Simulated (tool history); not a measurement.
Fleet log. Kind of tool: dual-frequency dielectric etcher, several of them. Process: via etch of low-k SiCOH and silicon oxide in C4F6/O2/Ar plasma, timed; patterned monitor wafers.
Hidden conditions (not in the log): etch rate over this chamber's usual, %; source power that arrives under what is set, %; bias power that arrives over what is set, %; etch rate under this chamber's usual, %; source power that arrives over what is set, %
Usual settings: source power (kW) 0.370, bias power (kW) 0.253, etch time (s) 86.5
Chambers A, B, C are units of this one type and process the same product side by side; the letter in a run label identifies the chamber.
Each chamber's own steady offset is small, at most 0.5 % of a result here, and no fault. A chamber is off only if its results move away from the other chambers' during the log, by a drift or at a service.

run	hour	source power (kW)	bias power (kW)	etch time (s)	hours since the last wet clean	hours since the last source power generator calibration	hours since the last bias power generator calibration	read-back reference wafer on the same gauge, depth_nm	mean etch depth across the wafer (Å)
1A	5.1	0.370	0.253	86.5	427.3	700.8	1788.2	216.04	2631.2
2B	11.5	0.370	0.253	86.5	265.4	2033.4	1276.6	216.07	2633.0
3C	17.5	0.370	0.253	86.5	313.2	3922.4	3822.9	216.07	2625.8
4A	25.3	0.370	0.253	86.5	447.5	721.0	1808.4	216.10	2637.4
5C	29.8	0.370	0.253	86.5	325.5	3934.7	3835.2	216.17	2632.2
6B	34.1	0.370	0.253	86.5	288.0	2056.0	1299.2	216.15	2629.9
7A	40.7	0.320	0.253	67.5	462.9	736.4	1823.8	216.21	1946.1
8C	45.6	0.320	0.253	67.5	341.3	3950.5	3851.0	216.26	1942.3
9B	51.8	0.320	0.253	67.5	305.7	2073.7	1316.9	216.29	1945.8
10A	57.8	0.370	0.253	86.5	480.0	753.5	1840.9	216.28	2637.8
11B	64.2	0.370	0.253	86.5	318.1	2086.1	1329.3	216.31	2629.3
12C	71.3	0.370	0.253	86.5	367.0	3976.2	3876.7	216.32	2636.7
13C	77.3	0.370	0.253	86.5	373.0	3982.2	3882.7	216.39	2634.7
14A	84.9	0.370	0.273	96.0	507.1	780.6	1868.0	216.38	3004.5
15B	92.2	0.370	0.273	96.0	346.1	2114.1	1357.3	216.48	2998.4
# hour 93.8: chamber C: wet clean of the chamber
16B	97.1	0.370	0.273	96.0	351.0	2119.0	1362.2	216.50	3008.3
17C	101.8	0.370	0.253	86.5	8.1	4006.7	3907.2	216.48	2635.8
18A	106.2	0.370	0.253	86.5	528.4	801.9	1889.3	216.54	2642.3
19A	112.6	0.370	0.253	86.5	534.8	808.3	1895.7	216.51	2640.6
20C	120.2	0.370	0.253	86.5	26.5	4025.1	3925.6	216.60	2636.6
# hour 124.5: chamber C: bias power generator calibrated
# hour 127.8: chamber B: wet clean of the chamber
21B	127.9	0.410	0.216	86.5	0.1	2149.8	1393.0	216.60	2599.3
# hour 129.1: chamber A: wet clean of the chamber
22B	131.7	0.410	0.216	86.5	3.9	2153.6	1396.8	216.68	2600.5
23C	137.1	0.410	0.216	86.5	43.4	4042.0	12.6	216.58	2603.9
24A	143.7	0.370	0.253	86.5	14.7	839.4	1926.8	216.65	2642.6
25A	151.1	0.370	0.253	86.5	22.1	846.8	1934.2	216.70	2637.8
26C	159.5	0.370	0.253	86.5	65.8	4064.4	35.0	216.70	2640.2
27B	163.8	0.370	0.253	86.5	36.0	2185.7	1428.9	216.78	2642.5
28A	169.1	0.370	0.253	86.5	40.1	864.8	1952.2	216.83	2637.8
29B	175.4	0.370	0.274	86.5	47.6	2197.3	1440.5	216.86	2713.2
30C	179.2	0.370	0.274	86.5	85.5	4084.1	54.7	216.86	2714.1
31B	185.7	0.370	0.274	86.5	57.9	2207.6	1450.8	216.92	2718.5
32A	191.1	0.370	0.253	86.5	62.1	886.8	1974.2	216.92	2642.8
33C	197.0	0.410	0.253	86.5	103.3	4101.9	72.5	216.93	2759.0
34A	202.3	0.410	0.253	86.5	73.3	898.0	1985.4	216.98	2750.2

Each of the 3 chambers runs these same settings next. Fill in every chamber's results:
35A	208.5	0.370	0.253	109.5					?
35B	208.5	0.370	0.253	109.5					?
35C	208.5	0.370	0.253	109.5					?

run	mean etch depth across the wafer (Å)
35A	3343.6
35B	3344.8
35C	3351.4

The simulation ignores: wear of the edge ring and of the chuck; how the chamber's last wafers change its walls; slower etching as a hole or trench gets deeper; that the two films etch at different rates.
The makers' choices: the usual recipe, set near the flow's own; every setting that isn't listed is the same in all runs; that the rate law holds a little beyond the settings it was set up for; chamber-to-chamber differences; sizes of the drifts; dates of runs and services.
